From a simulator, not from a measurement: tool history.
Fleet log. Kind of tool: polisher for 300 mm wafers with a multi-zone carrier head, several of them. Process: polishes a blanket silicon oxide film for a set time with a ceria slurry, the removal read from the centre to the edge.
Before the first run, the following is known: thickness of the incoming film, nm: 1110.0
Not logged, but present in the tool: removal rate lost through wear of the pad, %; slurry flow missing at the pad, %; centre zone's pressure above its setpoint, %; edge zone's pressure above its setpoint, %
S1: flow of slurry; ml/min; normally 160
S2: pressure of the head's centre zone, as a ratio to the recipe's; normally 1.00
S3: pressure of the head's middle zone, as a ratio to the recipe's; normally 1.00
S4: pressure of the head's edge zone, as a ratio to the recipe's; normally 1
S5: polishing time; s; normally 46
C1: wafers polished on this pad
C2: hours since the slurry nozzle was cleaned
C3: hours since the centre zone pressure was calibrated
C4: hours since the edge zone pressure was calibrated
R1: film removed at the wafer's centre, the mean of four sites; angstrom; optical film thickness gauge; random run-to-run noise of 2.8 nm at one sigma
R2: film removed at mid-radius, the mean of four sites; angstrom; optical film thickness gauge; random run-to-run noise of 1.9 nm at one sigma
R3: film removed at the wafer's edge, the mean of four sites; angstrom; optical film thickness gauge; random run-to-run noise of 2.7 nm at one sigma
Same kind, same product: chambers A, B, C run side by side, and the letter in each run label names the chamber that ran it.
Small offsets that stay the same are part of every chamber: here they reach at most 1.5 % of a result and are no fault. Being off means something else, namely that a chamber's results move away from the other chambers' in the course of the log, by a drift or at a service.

run,day,S1,S2,S3,S4,S5,C1,C2,C3,C4,R1,R2,R3
1A,0.383,160,1.00,1.00,1,46,892,146.4,133.5,476.0,2314.0,2320.5,2277.9
# day 0.517: chamber C: slurry nozzle cleaned
2C,0.692,160,1.00,1.00,1,46,869,4.3,168.6,1081.7,2213.2,2311.8,2222.8
3B,0.938,160,1.00,1.00,1,46,190,385.2,636.0,180.2,2287.1,2258.6,2279.0
# day 1.175: chamber C: worn pad replaced by a new one
4A,1.208,160,1.00,1.00,1,46,1054,166.2,153.3,495.8,2273.4,2364.2,2340.3
5C,1.692,160,1.00,1.00,1,46,102,28.3,192.6,1105.7,2222.1,2312.2,2300.4
6B,2.208,160,1.00,1.00,1,37,440,415.7,666.5,210.7,1843.3,1841.5,1826.1
7A,2.633,160,1.00,1.00,1,37,1335,200.4,187.5,530.0,1841.9,1890.9,1874.6
# day 3.062: chamber A: worn pad replaced by a new one
8B,3.121,160,1.00,1.00,1,37,619,437.6,688.4,232.6,1864.6,1832.9,1855.6
9C,3.367,215,0.94,1.00,1,46,431,68.5,232.8,1145.9,2211.7,2377.8,2303.0
10C,3.592,215,0.94,1.00,1,46,476,73.9,238.2,1151.3,2195.7,2434.4,2312.7
11B,3.979,215,0.94,1.00,1,46,788,458.2,709.0,253.2,2232.1,2378.4,2342.9
12A,4.379,160,1.00,1.00,1,46,259,242.3,229.4,571.9,2274.4,2272.0,2256.7
13C,4.892,160,1.00,1.00,1,46,731,105.1,269.4,1182.5,2276.3,2300.9,2218.8
14B,5.204,160,1.00,1.00,1,46,1029,487.6,738.4,282.6,2256.9,2291.0,2292.6
# day 5.579: chamber B: worn pad replaced by a new one
15A,5.625,160,1.00,1.00,1,46,504,272.2,259.3,601.8,2238.2,2255.6,2278.5
# day 5.688: chamber C: worn pad replaced by a new one
# day 5.796: chamber C: centre zone pressure recalibrated
16C,5.883,160,1.00,1.00,1,46,39,128.9,2.1,1206.3,2333.1,2300.0,2219.8
17A,6.138,160,1.00,1.00,1,46,605,284.5,271.6,614.1,2264.4,2291.9,2255.5
# day 6.550: chamber B: centre zone pressure recalibrated
18B,6.579,160,1.00,1.00,1,46,197,520.6,0.8,315.6,2302.4,2272.8,2310.5
19B,6.808,160,1.00,1.00,1,46,242,526.1,6.3,321.1,2273.6,2306.4,2330.7
20C,7.042,160,1.00,1.00,1,46,267,156.7,29.9,1234.1,2268.7,2316.3,2323.5
21A,7.462,160,1.00,1.00,1,46,866,316.3,303.4,645.9,2180.9,2243.6,2251.3
22B,7.938,160,1.00,1.00,1,46,464,553.2,33.4,348.2,2281.8,2253.9,2288.0
23A,8.208,160,1.00,1.00,1,46,1013,334.2,321.3,663.8,2196.5,2222.2,2205.0
24C,8.667,160,1.00,1.00,1,46,586,195.7,68.9,1273.1,2264.6,2307.4,2242.6
# day 8.800: chamber A: worn pad replaced by a new one
25A,9.025,160,1.00,1.00,1,46,44,353.8,340.9,683.4,2183.9,2222.0,2245.5
26C,9.408,160,1.00,1.00,1,46,732,213.5,86.7,1290.9,2272.6,2292.9,2207.6
27B,9.654,160,1.00,1.00,1,46,802,594.4,74.6,389.4,2276.0,2297.4,2273.2
# day 9.767: chamber C: worn pad replaced by a new one
28A,10.046,160,1.00,1.00,1,46,245,378.3,365.4,707.9,2162.9,2169.4,2224.6
# day 10.138: chamber B: worn pad replaced by a new one
29B,10.533,160,1.00,1.00,1,46,78,615.5,95.7,410.5,2322.0,2316.8,2320.7
30C,10.754,160,1.00,1.00,1,46,195,245.8,119.0,1323.2,2335.9,2319.3,2253.5
31A,11.262,215,1.00,1.00,1,46,485,407.5,394.6,737.1,2262.5,2296.6,2300.8
32C,11.696,215,1.00,1.00,1,46,380,268.4,141.6,1345.8,2391.9,2414.4,2288.7
33B,11.925,215,1.00,1.00,1,46,351,648.9,129.1,443.9,2439.2,2397.3,2357.6
34B,12.292,160,1.00,0.96,1,46,424,657.7,137.9,452.7,2317.0,2185.2,2294.5
35A,12.808,160,1.00,0.96,1,46,789,444.6,431.7,774.2,2073.7,1994.7,2146.6

Is one chamber off against the others, does the gauge drift, or is nothing wrong? If a chamber is off, say which, and what the likeliest cause is.

Little by little, chamber A moves away from the other chambers.
Likeliest cause: slurry flow missing at the pad, % = 37.9.

Below are 4 candidate recipes for chamber A's next run, each the usual settings with a change, their results shown as question marks. Which of them brings A's results back in line with what the other chambers give on the usual settings?
Allowed miss from the other chambers' usual-settings mean, per result, to count as in line: R1 99.0 angstrom; R2 66.0 angstrom; R3 93.0 angstrom
36A-1,13.179,155,0.99,0.99,1.01,45,,,,,?,?,?
36A-2,13.179,150,0.97,0.98,1.02,43,,,,,?,?,?
36A-3,13.179,170,1.03,1.02,0.98,49,,,,,?,?,?
36A-4,13.179,165,1.01,1.01,0.99,47,,,,,?,?,?

Mean of the other chambers on the usual settings: R1 2284.0 angstrom; R2 2287.5 angstrom; R3 2274.2 angstrom
run,R1,R2,R3
36A-1,1965.8,2003.9,2079.4
36A-2,1816.6,1878.9,1984.7
36A-3,2302.3,2300.7,2266.9
36A-4,2141.8,2169.5,2174.3
With 36A-3, the chamber falls back in line with the rest.

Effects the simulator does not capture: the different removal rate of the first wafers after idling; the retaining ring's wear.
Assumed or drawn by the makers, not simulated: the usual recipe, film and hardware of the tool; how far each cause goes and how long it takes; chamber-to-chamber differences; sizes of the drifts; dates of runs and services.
